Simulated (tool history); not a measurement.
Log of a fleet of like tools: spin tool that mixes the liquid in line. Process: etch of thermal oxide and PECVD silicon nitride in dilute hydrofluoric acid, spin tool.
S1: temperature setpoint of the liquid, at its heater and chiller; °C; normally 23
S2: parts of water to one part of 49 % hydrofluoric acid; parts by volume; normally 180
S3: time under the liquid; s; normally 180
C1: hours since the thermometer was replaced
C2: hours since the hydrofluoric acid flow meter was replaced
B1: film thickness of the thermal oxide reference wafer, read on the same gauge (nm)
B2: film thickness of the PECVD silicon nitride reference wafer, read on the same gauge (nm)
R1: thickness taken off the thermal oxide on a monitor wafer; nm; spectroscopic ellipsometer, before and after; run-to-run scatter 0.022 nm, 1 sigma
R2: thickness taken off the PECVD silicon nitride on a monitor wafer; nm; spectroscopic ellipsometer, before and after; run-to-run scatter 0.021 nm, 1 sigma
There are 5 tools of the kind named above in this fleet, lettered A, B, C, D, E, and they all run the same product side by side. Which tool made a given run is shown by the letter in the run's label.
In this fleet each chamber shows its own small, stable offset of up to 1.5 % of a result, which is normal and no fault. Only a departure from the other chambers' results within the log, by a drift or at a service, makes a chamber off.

Run 1C, hour 9.7: usual settings; C1 250.6; C2 916.8; B1 129.99; B2 70.016. Result: R1 4.0055 nm, R2 3.0339 nm.
Run 2B, hour 20.3: usual settings; C1 1990.5; C2 1105; B1 129.97; B2 69.993. Result: R1 3.9851 nm, R2 3.0122 nm.
Run 3A, hour 29.1: usual settings; C1 675.9; C2 367.4; B1 129.98; B2 69.99. Result: R1 3.9778 nm, R2 3.004 nm.
Run 4D, hour 39.9: usual settings; C1 1002.1; C2 239.9; B1 129.98; B2 70.006. Result: R1 4.0706 nm, R2 3.0611 nm.
Run 5E, hour 50.8: usual settings; C1 145.5; C2 1284.9; B1 130.01; B2 69.999. Result: R1 4.0012 nm, R2 3.0049 nm.
At hour 54.4: chamber B: hydrofluoric acid flow meter replaced.
Run 6E, hour 58.5: usual settings; C1 153.2; C2 1292.6; B1 130; B2 70.017. Result: R1 4.0149 nm, R2 3.0299 nm.
Run 7A, hour 64.6: usual settings; C1 711.4; C2 402.9; B1 130.01; B2 69.987. Result: R1 3.972 nm, R2 2.9898 nm.
Run 8C, hour 72.5: usual settings; C1 313.4; C2 979.6; B1 130.03; B2 70.027. Result: R1 3.9549 nm, R2 3.0979 nm.
Run 9D, hour 77.7: usual settings; C1 1039.9; C2 277.7; B1 129.99; B2 69.952. Result: R1 4.0209 nm, R2 3.0126 nm.
Run 10B, hour 87.3: usual settings; C1 2057.5; C2 32.9; B1 129.99; B2 69.99. Result: R1 3.9591 nm, R2 3.0168 nm.
Run 11D, hour 95.9: usual settings; C1 1058.1; C2 295.9; B1 130; B2 69.986. Result: R1 4.0097 nm, R2 3.0894 nm.
Run 12C, hour 107.1: usual settings but S2 115 parts by volume; C1 348; C2 1014.2; B1 130; B2 70.006. Result: R1 6.7626 nm, R2 4.7704 nm.
Run 13E, hour 117.6: usual settings but S2 115 parts by volume; C1 212.3; C2 1351.7; B1 130; B2 69.987. Result: R1 6.6975 nm, R2 4.6669 nm.
Run 14B, hour 123: usual settings but S2 115 parts by volume; C1 2093.2; C2 68.6; B1 129.98; B2 70.009. Result: R1 6.7377 nm, R2 4.6704 nm.
Run 15A, hour 130.3: usual settings but S2 115 parts by volume; C1 777.1; C2 468.6; B1 130.01; B2 70.015. Result: R1 6.6262 nm, R2 4.5736 nm.
Run 16C, hour 138.8: usual settings but S2 115 parts by volume; C1 379.7; C2 1045.9; B1 130; B2 69.997. Result: R1 6.7222 nm, R2 4.7481 nm.
Run 17A, hour 143.9: usual settings but S1 26 °C; C1 790.7; C2 482.2; B1 129.99; B2 69.999. Result: R1 4.3766 nm, R2 3.5149 nm.
Run 18E, hour 149.6: usual settings but S1 26 °C; C1 244.3; C2 1383.7; B1 130; B2 70.016. Result: R1 4.5289 nm, R2 3.6667 nm.
Run 19B, hour 159.1: usual settings but S1 26 °C; C1 2129.3; C2 104.7; B1 129.99; B2 70.017. Result: R1 4.4716 nm, R2 3.6205 nm.
Run 20D, hour 169.4: usual settings but S1 26 °C; C1 1131.6; C2 369.4; B1 130; B2 70.021. Result: R1 4.4769 nm, R2 3.7012 nm.
Run 21A, hour 178.4: usual settings but S1 26 °C; C1 825.2; C2 516.7; B1 130.01; B2 70.019. Result: R1 4.2551 nm, R2 3.5144 nm.
Run 22B, hour 185.9: usual settings but S1 21 °C; C1 2156.1; C2 131.5; B1 129.99; B2 69.995. Result: R1 3.7335 nm, R2 2.6459 nm.
Run 23D, hour 191.2: usual settings but S1 21 °C; C1 1153.4; C2 391.2; B1 130; B2 69.988. Result: R1 3.7653 nm, R2 2.6806 nm.
Run 24C, hour 199.1: usual settings but S1 21 °C; C1 440; C2 1106.2; B1 129.99; B2 70.007. Result: R1 3.6893 nm, R2 2.6885 nm.
Run 25E, hour 206: usual settings but S1 21 °C; C1 300.7; C2 1440.1; B1 130; B2 69.979. Result: R1 3.7365 nm, R2 2.6494 nm.
Run 26B, hour 211.2: usual settings but S1 21 °C; C1 2181.4; C2 156.8; B1 130; B2 70.01. Result: R1 3.687 nm, R2 2.6416 nm.
Run 27A, hour 220.9: usual settings; C1 867.7; C2 559.2; B1 130; B2 70.011. Result: R1 3.7262 nm, R2 2.8296 nm.
Run 28E, hour 230.4: usual settings; C1 325.1; C2 1464.5; B1 130; B2 70.014. Result: R1 4.0391 nm, R2 3.0088 nm.
Run 29D, hour 235.7: usual settings; C1 1197.9; C2 435.7; B1 130.04; B2 69.989. Result: R1 4.0277 nm, R2 3.0511 nm.
Run 30C, hour 245: usual settings; C1 485.9; C2 1152.1; B1 129.99; B2 69.995. Result: R1 3.961 nm, R2 3.0348 nm.
Run 31A, hour 251.8: usual settings; C1 898.6; C2 590.1; B1 130.01; B2 70.02. Result: R1 3.6606 nm, R2 2.8264 nm.

Read the log: is a single chamber off, either drifting away or since a service, is the gauge that measures every chamber drifting, or is nothing wrong beyond small per-chamber offsets? Name any odd chamber and what most likely caused it.

One chamber, A, drifts off from the rest bit by bit.
Cause: hydrofluoric acid flow below the setpoint (%) = 6.08.

Which of the 4 candidates below, each the usual settings with something changed and its results left as question marks, puts chamber A back in line with what the other chambers give on the usual settings?
In line here means within this much of the mean the other chambers give on the usual settings: R1 0.078 nm; R2 0.073 nm
Run 32A-1, hour 260.2: usual settings but S2 190 parts by volume, S3 175 s. Result: R1 ?, R2 ?.
Run 32A-2, hour 260.2: usual settings but S2 175 parts by volume. Result: R1 ?, R2 ?.
Run 32A-3, hour 260.2: usual settings but S2 175 parts by volume, S3 190 s. Result: R1 ?, R2 ?.
Run 32A-4, hour 260.2: usual settings but S2 185 parts by volume. Result: R1 ?, R2 ?.

On the usual settings, the other chambers give on average: R1 4.013 nm; R2 3.0298 nm
  run      R1      R2
32A-1  3.3611  2.5986
32A-2  3.8198  2.8999
32A-3   4.032  3.0611
32A-4  3.5711  2.7444
The right change is 32A-3: it brings the chamber back within the allowed miss of the others.

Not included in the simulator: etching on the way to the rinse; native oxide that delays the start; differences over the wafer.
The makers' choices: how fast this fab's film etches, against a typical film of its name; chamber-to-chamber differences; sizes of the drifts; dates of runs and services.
